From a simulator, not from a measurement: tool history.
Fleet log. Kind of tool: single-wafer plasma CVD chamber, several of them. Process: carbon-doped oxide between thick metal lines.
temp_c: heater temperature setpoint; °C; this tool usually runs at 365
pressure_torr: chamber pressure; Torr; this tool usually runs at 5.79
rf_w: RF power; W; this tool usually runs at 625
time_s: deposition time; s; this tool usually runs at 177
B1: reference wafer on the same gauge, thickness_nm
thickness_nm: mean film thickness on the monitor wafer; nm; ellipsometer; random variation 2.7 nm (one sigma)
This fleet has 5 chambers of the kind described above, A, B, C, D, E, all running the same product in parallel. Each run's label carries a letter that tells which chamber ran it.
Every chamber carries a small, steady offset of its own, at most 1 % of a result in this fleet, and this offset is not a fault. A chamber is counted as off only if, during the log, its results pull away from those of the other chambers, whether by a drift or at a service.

run 1D day=0.425 | temp_c=365 pressure_torr=5.79 rf_w=625 time_s=177 | B1=900.51 | thickness_nm=1003.1
run 2A day=0.933 | temp_c=365 pressure_torr=5.79 rf_w=625 time_s=177 | B1=900.15 | thickness_nm=1011.1
run 3E day=1.208 | temp_c=365 pressure_torr=5.79 rf_w=625 time_s=177 | B1=899.72 | thickness_nm=1010.7
run 4C day=1.704 | temp_c=365 pressure_torr=5.79 rf_w=625 time_s=177 | B1=899.89 | thickness_nm=1011.4
run 5B day=2.017 | temp_c=365 pressure_torr=5.79 rf_w=625 time_s=177 | B1=900.09 | thickness_nm=998.3
run 6A day=2.383 | temp_c=365 pressure_torr=4.89 rf_w=625 time_s=177 | B1=900.16 | thickness_nm=983.64
run 7D day=2.767 | temp_c=365 pressure_torr=4.89 rf_w=625 time_s=177 | B1=899.97 | thickness_nm=975.61
run 8E day=3.317 | temp_c=365 pressure_torr=4.89 rf_w=625 time_s=177 | B1=900.22 | thickness_nm=992.69
run 9C day=3.688 | temp_c=365 pressure_torr=4.89 rf_w=625 time_s=177 | B1=899.82 | thickness_nm=990.54
run 10B day=4.038 | temp_c=365 pressure_torr=4.89 rf_w=625 time_s=177 | B1=900.11 | thickness_nm=978.87
run 11C day=4.492 | temp_c=365 pressure_torr=5.79 rf_w=625 time_s=177 | B1=900.03 | thickness_nm=1013.2
-- day=4.667 chamber D: thermocouple changed; heater temperature recalibrated
run 12E day=4.95 | temp_c=365 pressure_torr=5.79 rf_w=625 time_s=177 | B1=899.99 | thickness_nm=1011.4
run 13B day=5.333 | temp_c=365 pressure_torr=5.79 rf_w=625 time_s=177 | B1=899.53 | thickness_nm=1007.4
run 14D day=5.725 | temp_c=365 pressure_torr=5.79 rf_w=625 time_s=177 | B1=899.22 | thickness_nm=1004.5
run 15A day=6.033 | temp_c=365 pressure_torr=5.79 rf_w=695 time_s=165 | B1=899.74 | thickness_nm=994.25
run 16D day=6.6 | temp_c=365 pressure_torr=5.79 rf_w=695 time_s=165 | B1=899.7 | thickness_nm=990.92
run 17C day=7.15 | temp_c=365 pressure_torr=5.79 rf_w=695 time_s=165 | B1=899.45 | thickness_nm=1005.1
run 18E day=7.571 | temp_c=365 pressure_torr=5.79 rf_w=695 time_s=165 | B1=900.38 | thickness_nm=1001
run 19B day=7.958 | temp_c=365 pressure_torr=5.79 rf_w=695 time_s=165 | B1=900.62 | thickness_nm=1001.8
run 20A day=8.333 | temp_c=365 pressure_torr=5.79 rf_w=625 time_s=177 | B1=899.77 | thickness_nm=990.94
run 21C day=8.667 | temp_c=365 pressure_torr=5.79 rf_w=625 time_s=177 | B1=899.41 | thickness_nm=1015.7
-- day=8.942 chamber E: RF generator calibrated
run 22B day=9.104 | temp_c=365 pressure_torr=5.79 rf_w=625 time_s=177 | B1=899.95 | thickness_nm=1004.9
-- day=9.421 chamber A: capacitance manometer re-zeroed and calibrated
run 23E day=9.512 | temp_c=365 pressure_torr=5.79 rf_w=625 time_s=177 | B1=899.89 | thickness_nm=1013.8
-- day=9.733 chamber A: thermocouple changed; heater temperature recalibrated
run 24D day=10.083 | temp_c=365 pressure_torr=5.79 rf_w=625 time_s=177 | B1=900.61 | thickness_nm=1001.4
run 25A day=10.35 | temp_c=365 pressure_torr=5.79 rf_w=625 time_s=177 | B1=900.08 | thickness_nm=990.6
run 26B day=10.762 | temp_c=365 pressure_torr=5.79 rf_w=625 time_s=177 | B1=900.06 | thickness_nm=1004.3
run 27A day=11.233 | temp_c=365 pressure_torr=7.18 rf_w=625 time_s=191 | B1=900.52 | thickness_nm=1085.8
run 28C day=11.529 | temp_c=365 pressure_torr=7.18 rf_w=625 time_s=191 | B1=899.87 | thickness_nm=1113.5
run 29D day=12.05 | temp_c=365 pressure_torr=7.18 rf_w=625 time_s=191 | B1=900.39 | thickness_nm=1101.7
run 30E day=12.308 | temp_c=365 pressure_torr=7.18 rf_w=625 time_s=191 | B1=899.24 | thickness_nm=1117.4
run 31A day=12.854 | temp_c=365 pressure_torr=7.18 rf_w=625 time_s=191 | B1=899.45 | thickness_nm=1084.5

Which is it: a chamber that has drifted or been left off by a service, a gauge drift common to all chambers, or only each chamber's usual small offset? If a chamber is off, name it and its likeliest cause.

It is chamber A that slowly wanders off from its peers.
What lies behind it: delivered RF power below the setpoint (%) = 4.4.

Here are 4 candidates for chamber A's next run, each the usual settings with a change, their results left as question marks. Which one brings its results back in line with what the others give on the usual settings?
To be in line, a result may differ from the other chambers' mean on the usual settings by at most: thickness_nm 9.5 nm
run 32A-1 day=13.267 | temp_c=365 pressure_torr=7.35 rf_w=625 time_s=177 | thickness_nm=?
run 32A-2 day=13.267 | temp_c=363 pressure_torr=5.79 rf_w=670 time_s=177 | thickness_nm=?
run 32A-3 day=13.267 | temp_c=371 pressure_torr=5.22 rf_w=625 time_s=177 | thickness_nm=?
run 32A-4 day=13.267 | temp_c=365 pressure_torr=4.24 rf_w=625 time_s=177 | thickness_nm=?

Average result of the remaining chambers running the usual settings: thickness_nm 1007.7 nm
run=32A-1 thickness_nm=1004.1
run=32A-2 thickness_nm=1027.6
run=32A-3 thickness_nm=955.6
run=32A-4 thickness_nm=938.02
32A-1 brings the chamber back in line.
